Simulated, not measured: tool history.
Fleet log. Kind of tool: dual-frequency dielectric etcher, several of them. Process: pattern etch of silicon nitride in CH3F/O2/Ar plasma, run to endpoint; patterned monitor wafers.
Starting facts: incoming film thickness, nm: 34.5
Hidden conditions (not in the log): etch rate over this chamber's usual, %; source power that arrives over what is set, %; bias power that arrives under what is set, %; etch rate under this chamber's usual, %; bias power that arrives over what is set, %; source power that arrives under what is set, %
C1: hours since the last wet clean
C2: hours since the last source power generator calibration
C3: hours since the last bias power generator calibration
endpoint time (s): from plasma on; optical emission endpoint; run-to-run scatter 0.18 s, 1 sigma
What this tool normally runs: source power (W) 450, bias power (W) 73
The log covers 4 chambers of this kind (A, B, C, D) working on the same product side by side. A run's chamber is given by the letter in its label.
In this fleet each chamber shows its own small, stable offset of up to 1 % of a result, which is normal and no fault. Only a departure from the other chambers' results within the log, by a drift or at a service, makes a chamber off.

Run 1D, hour 7.9: usual settings; C1 144.1; C2 1661.2; C3 3497.6. Result: endpoint time (s) 47.528.
Run 2B, hour 14.5: usual settings; C1 98.1; C2 23.1; C3 76.2. Result: endpoint time (s) 47.328.
Run 3A, hour 23.1: usual settings; C1 339.6; C2 2780.9; C3 1259.4. Result: endpoint time (s) 47.668.
Run 4C, hour 27.7: usual settings; C1 404.3; C2 1202.5; C3 387.8. Result: endpoint time (s) 47.735.
At hour 36.3: chamber C: wet clean of the chamber.
Run 5B, hour 36.6: usual settings; C1 120.2; C2 45.2; C3 98.3. Result: endpoint time (s) 47.465.
Run 6A, hour 43.7: usual settings; C1 360.2; C2 2801.5; C3 1280.0. Result: endpoint time (s) 47.264.
Run 7C, hour 50.4: usual settings; C1 14.1; C2 1225.2; C3 410.5. Result: endpoint time (s) 47.642.
Run 8D, hour 58.4: usual settings; C1 194.6; C2 1711.7; C3 3548.1. Result: endpoint time (s) 47.360.
Run 9D, hour 63.4: usual settings; C1 199.6; C2 1716.7; C3 3553.1. Result: endpoint time (s) 47.320.
Run 10B, hour 70.9: usual settings; C1 154.5; C2 79.5; C3 132.6. Result: endpoint time (s) 47.288.
Run 11A, hour 78.9: usual settings; C1 395.4; C2 2836.7; C3 1315.2. Result: endpoint time (s) 47.095.
Run 12C, hour 88.1: usual settings; C1 51.8; C2 1262.9; C3 448.2. Result: endpoint time (s) 47.532.
Run 13D, hour 93.5: usual settings; C1 229.7; C2 1746.8; C3 3583.2. Result: endpoint time (s) 47.321.
Run 14C, hour 100.7: usual settings; C1 64.4; C2 1275.5; C3 460.8. Result: endpoint time (s) 47.781.
Run 15A, hour 108.7: usual settings; C1 425.2; C2 2866.5; C3 1345.0. Result: endpoint time (s) 47.064.
Run 16B, hour 114.1: usual settings; C1 197.7; C2 122.7; C3 175.8. Result: endpoint time (s) 48.327.
Run 17C, hour 120.3: usual settings; C1 84.0; C2 1295.1; C3 480.4. Result: endpoint time (s) 47.346.
Run 18B, hour 127.5: usual settings but source power (W) 400, bias power (W) 82; C1 211.1; C2 136.1; C3 189.2. Result: endpoint time (s) 48.432.
Run 19D, hour 132.2: usual settings but source power (W) 400, bias power (W) 82; C1 268.4; C2 1785.5; C3 3621.9. Result: endpoint time (s) 47.807.
Run 20A, hour 138.7: usual settings but source power (W) 400, bias power (W) 82; C1 455.2; C2 2896.5; C3 1375.0. Result: endpoint time (s) 47.243.
Run 21A, hour 142.8: usual settings but source power (W) 400, bias power (W) 82; C1 459.3; C2 2900.6; C3 1379.1. Result: endpoint time (s) 47.346.
Run 22B, hour 151.5: usual settings; C1 235.1; C2 160.1; C3 213.2. Result: endpoint time (s) 48.412.
Run 23C, hour 157.3: usual settings but source power (W) 480; C1 121.0; C2 1332.1; C3 517.4. Result: endpoint time (s) 46.175.
Run 24D, hour 166.2: usual settings but source power (W) 480; C1 302.4; C2 1819.5; C3 3655.9. Result: endpoint time (s) 46.383.
Run 25D, hour 172.1: usual settings but source power (W) 480; C1 308.3; C2 1825.4; C3 3661.8. Result: endpoint time (s) 46.393.
Run 26B, hour 180.9: usual settings but source power (W) 480; C1 264.5; C2 189.5; C3 242.6. Result: endpoint time (s) 47.814.

Has any chamber moved away from the others, gradually or after a service, or does the common gauge drift, or do the chambers differ only by their own small steady offsets? State the chamber and the most likely cause if one applies.

Chamber B drifts away from the others.
Cause: etch rate under this chamber's usual, % = 3.45.

Which of the 4 candidates below, each the usual settings with something changed and its results left as question marks, puts chamber B back in line with what the other chambers give on the usual settings?
A result is in line if it is within this distance of the other chambers' mean on the usual settings: endpoint time (s) 0.640
Run 27B-1, hour 187.5: usual settings but source power (W) 440, bias power (W) 72. Result: endpoint time (s) ?.
Run 27B-2, hour 187.5: usual settings but source power (W) 460, bias power (W) 74. Result: endpoint time (s) ?.
Run 27B-3, hour 187.5: usual settings but source power (W) 490. Result: endpoint time (s) ?.
Run 27B-4, hour 187.5: usual settings but source power (W) 410. Result: endpoint time (s) ?.

The mean the other chambers reach with the usual settings: endpoint time (s) 47.358
  run  endpoint time (s)
27B-1             49.690
27B-2             48.387
27B-3             47.440
27B-4             50.822
The answer is 27B-3, which returns the chamber to within the allowed miss of the others.
